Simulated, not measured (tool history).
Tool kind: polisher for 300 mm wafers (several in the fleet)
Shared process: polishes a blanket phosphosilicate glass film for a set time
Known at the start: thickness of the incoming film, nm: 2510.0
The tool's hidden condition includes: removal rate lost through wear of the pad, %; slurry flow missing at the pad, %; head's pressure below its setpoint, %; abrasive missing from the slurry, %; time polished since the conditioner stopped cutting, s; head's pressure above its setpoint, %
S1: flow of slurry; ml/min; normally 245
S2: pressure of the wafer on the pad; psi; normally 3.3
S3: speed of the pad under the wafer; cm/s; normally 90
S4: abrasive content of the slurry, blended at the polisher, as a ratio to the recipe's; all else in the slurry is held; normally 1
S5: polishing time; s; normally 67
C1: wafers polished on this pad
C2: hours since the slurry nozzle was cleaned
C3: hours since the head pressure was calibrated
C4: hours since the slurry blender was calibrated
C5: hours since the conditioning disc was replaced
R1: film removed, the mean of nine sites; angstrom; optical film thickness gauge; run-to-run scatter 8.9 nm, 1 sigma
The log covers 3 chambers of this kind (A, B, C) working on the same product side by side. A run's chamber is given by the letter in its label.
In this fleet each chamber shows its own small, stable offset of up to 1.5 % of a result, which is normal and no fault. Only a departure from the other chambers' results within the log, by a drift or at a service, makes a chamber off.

run   hour   S1   S2   S3    S4  S5    C1     C2      C3     C4     C5      R1
       4.4  -- chamber B: worn pad replaced by a new one
 1C    6.6  245  3.3   90     1  67  1209   15.6    77.8    9.6  133.9  6373.2
 2A   17.9  245  3.3   90     1  67   607  424.3     747  182.3   85.1  6319.8
        22  -- chamber C: worn pad replaced by a new one
 3B   28.2  245  3.3   90     1  67   294  320.4  1235.3  300.7  138.5  6378.6
      32.4  -- chamber B: slurry nozzle cleaned
 4B   40.7  245  3.3   90     1  67   448    8.4  1247.8  313.2    151  6457.7
      44.5  -- chamber B: head pressure recalibrated
      46.1  -- chamber A: worn pad replaced by a new one
 5A   48.7  245  3.3  108     1  67    32  455.1   777.8  213.1  115.9  7587.5
      49.4  -- chamber A: slurry blender recalibrated
 6C   60.4  245  3.3  108     1  67   474   69.4   131.6   63.4  187.7  7525.4
 7A   73.6  245  3.3  108     1  67   339    480   802.7   24.2  140.8  7272.6
      78.7  -- chamber B: worn pad replaced by a new one
 8B   80.8  245  3.3   90     1  67    26   48.5    36.3  353.3  191.1  6361.9
      82.4  -- chamber B: conditioning disc replaced and pad reconditioned
 9C   92.4  245  3.3   90     1  67   869  101.4   163.6   95.4  219.7  6423.9
     100.4  -- chamber B: slurry blender recalibrated
10B  102.3  245  3.3   90     1  67   291     70    57.8      2     20  6259.1
     109.6  -- chamber A: worn pad replaced by a new one
11C  111.2  245  3.3   90     1  67  1101  120.2   182.4  114.2  238.5  6361.6
12A  120.3  245  3.3   90     1  67   132  526.7   849.4   70.9  187.5  6380.5
13A  133.3  245  3.3   90     1  67   292  539.7   862.4   83.9  200.5  6325.4
14B  142.2  245  3.3   90     1  67   784  109.9    97.7   41.9   59.9  6365.4
     143.8  -- chamber C: worn pad replaced by a new one
     144.7  -- chamber B: worn pad replaced by a new one
15C  153.7  245  3.3   90     1  67   122  162.7   224.9  156.7    281  6390.3
16A  165.1  245  3.3   90     1  67   685  571.5   894.2  115.7  232.3  6373.8
17B  176.5  245  3.3   90     1  67   393  144.2     132   76.2   94.2  6331.4
18C  187.6  245  3.3   90     1  67   540  196.6   258.8  190.6  314.9  6403.9
     193.6  -- chamber A: worn pad replaced by a new one
19A  195.3  245  3.3   90     1  67    21  601.7   924.4  145.9  262.5  6249.9
20B  201.4  245  3.3   90  1.25  45   700  169.1   156.9  101.1  119.1    4569
21C  211.5  245  3.3   90  1.25  45   835  220.5   282.7  214.5  338.8  4674.1
     219.3  -- chamber B: worn pad replaced by a new one
22B  224.5  245  3.3   90  1.25  45    64  192.2     180  124.2  142.2  4734.4
23C  234.3  245  3.3   90     1  67  1117  243.3   305.5  237.3  361.6  6428.5
24A  242.9  245  3.3   90     1  67   609  649.3     972  193.5  310.1    6313
       246  -- chamber A: slurry blender recalibrated
     250.6  -- chamber C: worn pad replaced by a new one
     250.7  -- chamber A: conditioning disc replaced and pad reconditioned
25B  251.1  245  3.3   90     1  67   392  218.8   206.6  150.8  168.8  6438.4
26C  258.2  245  3.3   90     1  67    94  267.2   329.4  261.2  385.5  6196.6
27A  270.2  290  3.3   90     1  78   946  676.6   999.3   24.3   19.6  7445.8
     277.8  -- chamber A: worn pad replaced by a new one
28A  278.3  290  3.3   90     1  78     6  684.7  1007.4   32.4   27.7  7406.6
     278.4  -- chamber B: conditioning disc replaced and pad reconditioned
     284.4  -- chamber B: worn pad replaced by a new one
29B  287.8  290  3.3   90     1  78    42  255.5   243.3  187.5    9.5  7503.9
30C  295.7  245  3.3   90     1  67   557  304.7   366.9  298.7    423  6239.6
31A  302.2  245  3.9   90     1  78   301  708.6  1031.3   56.3   51.6    8635
32C  312.8  245  3.9   90     1  78   768  321.8     384  315.8  440.1  8663.5
33B  321.3  245  3.9   90     1  78   456    289   276.8    221     43  8690.4
34A  330.5  245  3.3   90     1  67   650  736.9  1059.6   84.6   79.9  6356.3
     335.2  -- chamber C: conditioning disc replaced and pad reconditioned
35C  340.9  245  3.3   90     1  67  1114  349.9   412.1  343.9    5.7  6314.5
36B  348.7  245  3.3   90     1  67   794  316.4   304.2  248.4   70.4  6159.1
     350.7  -- chamber A: slurry nozzle cleaned
37B  355.6  245  3.3   90     1  67   879  323.3   311.1  255.3   77.3  6299.4
     356.3  -- chamber A: worn pad replaced by a new one
38C  366.4  245  3.3   90     1  67  1429  375.4   437.6  369.4   31.2  6286.3
39A  372.3  245  3.3   90     1  67   198   21.6  1101.4  126.4  121.7  6399.4

All chambers now run identical settings, listed one chamber a line with results as question marks. What results will each chamber show?
40A  381.7  245  3.3  90   1  67                       ?
40B  381.7  245  3.3  90   1  67                       ?
40C  381.7  245  3.3  90   1  67                       ?

run      R1
40A  6341.4
40B  6370.3
40C  6363.9
